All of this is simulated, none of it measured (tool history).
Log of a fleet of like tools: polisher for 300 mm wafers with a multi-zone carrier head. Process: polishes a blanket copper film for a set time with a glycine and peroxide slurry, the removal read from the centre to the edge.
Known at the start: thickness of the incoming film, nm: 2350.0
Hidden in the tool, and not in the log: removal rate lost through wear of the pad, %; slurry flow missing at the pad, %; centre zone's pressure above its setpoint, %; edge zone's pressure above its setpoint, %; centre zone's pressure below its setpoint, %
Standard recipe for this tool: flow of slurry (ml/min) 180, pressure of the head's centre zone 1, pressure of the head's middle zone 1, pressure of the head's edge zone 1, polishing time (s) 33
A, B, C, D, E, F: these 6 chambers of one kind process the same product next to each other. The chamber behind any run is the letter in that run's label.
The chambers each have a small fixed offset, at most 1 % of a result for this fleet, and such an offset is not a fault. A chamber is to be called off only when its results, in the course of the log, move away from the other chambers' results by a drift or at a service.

run     day  flow of slurry (ml/min)  pressure of the head's centre zone  pressure of the head's middle zone  pressure of the head's edge zone  polishing time (s)  wafers polished on this pad  hours since the slurry nozzle was cleaned  hours since the centre zone pressure was calibrated  hours since the edge zone pressure was calibrated  film removed at the wafer's centre (nm)  film removed at mid-radius (nm)  film removed at the wafer's edge (nm)
      0.242  -- chamber D: worn pad replaced by a new one
 1E     0.4                      180                                   1                                   1                                 1                  33                          926                                      309.6                                                219.3                                             1002.4                                   131.34                           129.99                                 131.52
      0.479  -- chamber F: worn pad replaced by a new one
        0.5  -- chamber C: worn pad replaced by a new one
 2C   0.946                      180                                   1                                   1                                 1                  33                          127                                      130.4                                                  298                                              137.1                                   132.48                            132.7                                 134.12
          1  -- chamber E: worn pad replaced by a new one
 3B    1.25                      180                                   1                                   1                                 1                  33                          559                                      278.2                                                745.5                                             1070.7                                   131.44                           130.25                                 135.37
 4D   1.812                      180                                   1                                   1                                 1                  33                          448                                      243.4                                                643.4                                              179.6                                    131.5                            134.1                                  133.2
      1.892  -- chamber B: centre zone pressure recalibrated
      2.029  -- chamber A: worn pad replaced by a new one
 5A   2.325                      180                                   1                                   1                                 1                  33                           85                                       93.7                                                 64.6                                              734.2                                   133.52                           134.11                                 132.35
 6F   2.617                      180                                   1                                   1                                 1                  33                          610                                      660.5                                                862.7                                              692.1                                   132.87                           132.77                                 132.69
 7B   2.883                      180                                   1                                   1                                 1                  33                         1025                                      317.4                                                 23.8                                             1109.9                                   134.48                           132.61                                 133.05
      3.054  -- chamber F: centre zone pressure recalibrated
 8A   3.238                      180                                   1                                   1                                 1                  33                          346                                      115.6                                                 86.5                                              756.1                                   131.71                            132.1                                 130.28
      3.408  -- chamber B: worn pad replaced by a new one
      3.604  -- chamber F: edge zone pressure recalibrated
 9C   3.808                      180                                   1                                   1                                 1                  33                          945                                      199.1                                                366.7                                              205.8                                   132.91                           133.23                                 136.18
      3.896  -- chamber C: worn pad replaced by a new one
10D   4.058                      180                                   1                                   1                                 1                  33                         1090                                      297.3                                                697.3                                              233.5                                   134.18                           131.77                                 133.44
      4.338  -- chamber F: worn pad replaced by a new one
      4.388  -- chamber D: slurry nozzle cleaned
11F   4.504                      180                                   1                                   1                                 1                  33                           47                                      705.8                                                 34.9                                               21.6                                    132.4                           130.51                                 133.85
12E   4.838                      180                                   1                                   1                                 1                  33                         1097                                      416.1                                                325.8                                             1108.9                                   130.26                           129.62                                 129.14
      5.208  -- chamber E: worn pad replaced by a new one
13A   5.383                      180                                   1                                   1                                 1                  33                          959                                      167.1                                                  138                                              807.6                                   131.19                           132.63                                 133.17
      5.425  -- chamber D: worn pad replaced by a new one
14D   5.754                      180                                   1                                   1                                 1                  33                           94                                       32.9                                                  738                                              274.2                                      136                           131.86                                  132.6
15E   6.183                      180                                   1                                   1                                 1                  33                          278                                      448.4                                                358.1                                             1141.2                                    132.6                           128.55                                 131.69
16C   6.512                      180                                   1                                   1                                 1                  33                          747                                        264                                                431.6                                              270.7                                   132.52                           131.67                                 132.74
17B   6.808                      180                                   1                                   1                                 1                  33                          972                                      411.6                                                  118                                             1204.1                                   131.59                           131.11                                 133.79
      7.083  -- chamber B: worn pad replaced by a new one
      7.117  -- chamber A: worn pad replaced by a new one
18F   7.204                      180                                   1                                   1                                 1                  33                          819                                      770.6                                                 99.7                                               86.4                                   137.74                           132.06                                 132.36
      7.304  -- chamber C: worn pad replaced by a new one
19F   7.542                      180                                   1                                   1                                 1                  33                          915                                      778.7                                                107.8                                               94.5                                    131.3                           132.68                                 128.57
      7.738  -- chamber F: slurry nozzle cleaned
      7.804  -- chamber E: edge zone pressure recalibrated
20D   7.962                      180                                   1                                   1                                 1                  33                          725                                       85.9                                                  791                                              327.2                                   132.57                            132.9                                  132.8
      7.983  -- chamber C: centre zone pressure recalibrated
      8.254  -- chamber B: slurry nozzle cleaned
21A   8.425                      180                                   1                                   1                                 1                  33                          374                                      240.1                                                  211                                              880.6                                   131.46                           132.42                                 132.02
      8.529  -- chamber F: worn pad replaced by a new one
22B   8.679                      230                                   1                                   1                              0.93                  33                          456                                       10.2                                                162.9                                               1249                                    137.4                           138.88                                 132.85
23C   9.021                      230                                   1                                   1                              0.93                  33                          491                                      324.2                                                 24.9                                              330.9                                    138.1                            134.3                                 132.46
      9.046  -- chamber C: edge zone pressure recalibrated
      9.438  -- chamber D: edge zone pressure recalibrated
24E   9.571                      230                                   1                                   1                              0.93                  33                         1246                                      529.7                                                439.4                                               42.5                                   133.46                           138.38                                 132.51
      9.725  -- chamber B: edge zone pressure recalibrated
25A    9.95                      230                                   1                                   1                              0.93                  33                          810                                      276.7                                                247.6                                              917.2                                   138.14                           134.53                                 131.61
     10.129  -- chamber E: worn pad replaced by a new one
26C  10.375                      230                                   1                                   1                              0.93                  33                          878                                      356.7                                                 57.4                                               31.9                                   138.47                           135.84                                 131.62
     10.621  -- chamber D: centre zone pressure recalibrated
27F  10.942                      230                                   1                                   1                              0.93                  33                          689                                       76.9                                                189.4                                              176.1                                   141.89                           136.58                                 128.55
     11.012  -- chamber C: worn pad replaced by a new one
     11.042  -- chamber D: worn pad replaced by a new one
     11.062  -- chamber B: worn pad replaced by a new one
28E  11.221                      180                                   1                                   1                                 1                  33                          312                                      569.3                                                  479                                               82.1                                   134.15                           131.61                                 132.97
     11.375  -- chamber A: slurry nozzle cleaned
     11.771  -- chamber F: worn pad replaced by a new one
29B  11.796                      180                                   1                                1.09                                 1                  33                          209                                         85                                                237.7                                               49.8                                   130.15                           142.78                                 134.04
     12.083  -- chamber A: worn pad replaced by a new one
30D  12.346                      180                                   1                                1.09                                 1                  33                          373                                      191.1                                                 41.4                                               69.9                                   128.32                           146.11                                 131.87
31A  12.621                      180                                   1                                1.09                                 1                  33                          154                                         30                                                311.7                                              981.3                                   131.42                           144.77                                 134.04
32E  12.967                      180                                   1                                1.09                                 1                  33                          811                                      611.2                                                520.9                                                124                                   131.09                           139.61                                 131.83
33B  13.262                      180                                   1                                1.09                                 1                  33                          628                                      120.2                                                272.9                                                 85                                   133.22                           144.23                                 134.67
34C  13.533                      180                                   1                                1.09                                 1                  33                          720                                      432.5                                                133.2                                              107.7                                   133.79                           144.04                                 134.36
35D  14.108                      180                                   1                                   1                                 1                  33                          877                                      233.4                                                 83.7                                              112.2                                   134.92                           132.85                                  132.1
     14.425  -- chamber C: worn pad replaced by a new one
     14.438  -- chamber B: worn pad replaced by a new one
36F  14.662                      180                                   1                                   1                                 1                  33                          826                                      166.2                                                278.7                                              265.4                                   132.91                           132.45                                 133.09
     14.983  -- chamber E: worn pad replaced by a new one
     15.058  -- chamber F: worn pad replaced by a new one
37D  15.238                      155                                   1                                   1                                 1                  33                         1199                                      260.5                                                110.8                                              139.3                                   128.39                           127.36                                 125.51
38B  15.808                      155                                   1                                   1                                 1                  33                          392                                      181.3                                                  334                                              146.1                                   129.47                           128.27                                 131.02
39E  16.104                      155                                   1                                   1                                 1                  33                          321                                      686.5                                                596.2                                              199.3                                   130.37                           128.12                                 128.23
40C  16.454                      155                                   1                                   1                                 1                  33                          579                                      502.6                                                203.3                                              177.8                                   129.07                           131.21                                 128.04
     16.692  -- chamber A: worn pad replaced by a new one
41F  17.025                      155                                   1                                   1                                 1                  33                          562                                      222.9                                                335.4                                              322.1                                   128.54                           128.83                                 129.58
42A    17.6                      155                                   1                                   1                                 1                  33                          259                                      149.5                                                431.2                                             1100.8                                   127.45                           129.51                                 129.49
43C  17.954                      180                                   1                                   1                              0.96                  21                         1008                                      538.6                                                239.3                                              213.8                                   84.886                           82.505                                 81.767
44E  18.221                      180                                   1                                   1                              0.96                  21                          926                                      737.3                                                  647                                              250.1                                    83.63                            82.92                                 82.011

All 6 chambers run these settings next. Forecast each chamber's results:
45A  18.633                      180                                0.89                                   1                                 1                  33                                                                                                                                                                                                                        ?                                ?                                      ?
45B  18.633                      180                                0.89                                   1                                 1                  33                                                                                                                                                                                                                        ?                                ?                                      ?
45C  18.633                      180                                0.89                                   1                                 1                  33                                                                                                                                                                                                                        ?                                ?                                      ?
45D  18.633                      180                                0.89                                   1                                 1                  33                                                                                                                                                                                                                        ?                                ?                                      ?
45E  18.633                      180                                0.89                                   1                                 1                  33                                                                                                                                                                                                                        ?                                ?                                      ?
45F  18.633                      180                                0.89                                   1                                 1                  33                                                                                                                                                                                                                        ?                                ?                                      ?

run  film removed at the wafer's centre (nm)  film removed at mid-radius (nm)  film removed at the wafer's edge (nm)
45A                                    116.2                           135.92                                 130.86
45B                                   115.86                           132.37                                 134.36
45C                                   115.23                           131.51                                 132.86
45D                                   116.74                           129.55                                 131.59
45E                                   116.21                           132.55                                    133
45F                                    118.4                           132.98                                 130.94
